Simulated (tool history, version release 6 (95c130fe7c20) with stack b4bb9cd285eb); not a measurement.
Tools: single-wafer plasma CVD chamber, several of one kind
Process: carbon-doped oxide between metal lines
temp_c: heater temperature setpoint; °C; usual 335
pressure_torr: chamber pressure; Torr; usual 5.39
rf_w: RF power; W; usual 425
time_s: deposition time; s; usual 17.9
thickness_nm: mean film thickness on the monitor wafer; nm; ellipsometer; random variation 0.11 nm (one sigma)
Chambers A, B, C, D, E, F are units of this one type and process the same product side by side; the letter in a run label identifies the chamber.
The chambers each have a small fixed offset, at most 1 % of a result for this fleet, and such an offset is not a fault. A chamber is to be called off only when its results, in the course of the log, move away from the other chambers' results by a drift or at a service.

run	hour	temp_c	pressure_torr	rf_w	time_s	hours since the last thermocouple change	hours since the last RF generator calibration	hours since the last manometer calibration	read-back reference wafer on the same gauge, thickness_nm	thickness_nm
1A	4.8	335	5.39	425	17.9	1133.1	1219.6	478.6	77.801	88.124
2D	11.4	335	5.39	425	17.9	1277.4	1225.4	1106.5	77.773	87.844
3C	16.2	335	5.39	425	17.9	392.3	844.0	1132.8	77.772	86.630
4B	22.1	335	5.39	425	17.9	233.3	1049.8	385.4	77.781	86.543
5E	28.6	335	5.39	425	17.9	947.7	191.0	1812.6	77.767	86.624
# hour 31.3: chamber D: RF generator calibrated
6F	34.4	335	5.39	425	17.9	1278.4	825.0	721.0	77.729	87.312
# hour 35.1: chamber D: capacitance manometer re-zeroed and calibrated
7C	37.6	335	5.39	425	17.9	413.7	865.4	1154.2	77.724	86.800
8E	43.3	340	5.39	425	17.9	962.4	205.7	1827.3	77.709	85.139
9A	46.9	340	5.39	425	17.9	1175.2	1261.7	520.7	77.729	86.400
10F	50.3	340	5.39	425	17.9	1294.3	840.9	736.9	77.726	85.875
11B	56.7	340	5.39	425	17.9	267.9	1084.4	420.0	77.707	85.030
12D	62.9	340	5.39	425	17.9	1328.9	31.7	27.9	77.692	86.134
13C	69.1	340	5.39	425	17.9	445.2	896.9	1185.7	77.681	85.226
14E	73.8	335	5.39	425	17.9	992.9	236.2	1857.8	77.674	86.500
15F	78.8	335	5.39	425	17.9	1322.8	869.4	765.4	77.649	87.236
16A	84.2	335	5.39	460	20.5	1212.5	1299.0	558.0	77.663	106.190
17B	90.1	335	5.39	460	20.5	301.3	1117.8	453.4	77.626	104.800
18D	94.6	335	5.39	460	20.5	1360.6	63.4	59.6	77.632	105.950
19E	98.4	335	5.39	460	20.5	1017.5	260.8	1882.4	77.605	104.640
20B	103.4	335	5.39	460	20.5	314.6	1131.1	466.7	77.603	104.410
21C	107.8	335	5.39	460	20.5	483.9	935.6	1224.4	77.637	104.790
22F	114.0	335	5.39	425	17.9	1358.0	904.6	800.6	77.607	87.391
23D	119.5	335	5.39	425	20.6	1385.5	88.3	84.5	77.600	100.540
24A	125.0	335	5.39	425	20.6	1253.3	1339.8	598.8	77.601	100.910
25C	131.5	335	5.39	425	20.6	507.6	959.3	1248.1	77.584	99.239
26A	137.2	335	5.39	425	20.6	1265.5	1352.0	611.0	77.564	100.820
27E	141.3	335	5.39	425	20.6	1060.4	303.7	1925.3	77.579	99.252
28D	148.0	335	5.39	425	20.6	1414.0	116.8	113.0	77.534	100.560
29F	152.4	335	5.39	425	17.9	1396.4	943.0	839.0	77.516	86.942
# hour 155.6: chamber A: thermocouple changed; heater temperature recalibrated
30B	157.9	335	5.39	425	17.9	369.1	1185.6	521.2	77.529	86.262
31C	163.4	321	5.39	425	17.9	539.5	991.2	1280.0	77.526	90.681
32D	166.7	321	5.39	425	17.9	1432.7	135.5	131.7	77.535	91.936
33F	171.3	321	5.39	425	17.9	1415.3	961.9	857.9	77.517	91.642
34A	176.3	321	5.39	425	17.9	20.8	1391.1	650.1	77.488	92.329
35B	182.8	321	5.39	425	17.9	394.0	1210.5	546.1	77.476	90.634
36E	188.8	321	5.39	425	17.9	1107.9	351.2	1972.8	77.445	90.513
37D	192.0	335	5.39	425	17.9	1458.0	160.8	157.0	77.470	87.478
38E	195.6	335	5.39	425	17.9	1114.7	358.0	1979.6	77.451	86.358
39A	200.3	335	5.39	425	17.9	44.8	1415.1	674.1	77.465	87.724
40B	205.7	335	5.39	425	17.9	416.9	1233.4	569.0	77.440	86.306
41C	209.6	335	5.39	425	17.9	585.7	1037.4	1326.2	77.455	86.339
42F	214.4	335	5.39	425	17.9	1458.4	1005.0	901.0	77.423	87.049
43A	219.3	335	5.39	425	17.9	63.8	1434.1	693.1	77.433	87.607
# hour 220.7: chamber E: capacitance manometer re-zeroed and calibrated
44E	222.4	335	5.39	425	17.9	1141.5	384.8	1.8	77.431	86.118

One chamber off, gauge drift, or nothing amiss beyond the chambers' own small offsets? If it is a chamber, which one, and what is the likeliest cause?

Gauge drift. The chambers move together only on paper, and none stands off.
What lies behind it: gauge reads low (%) = 0.493.
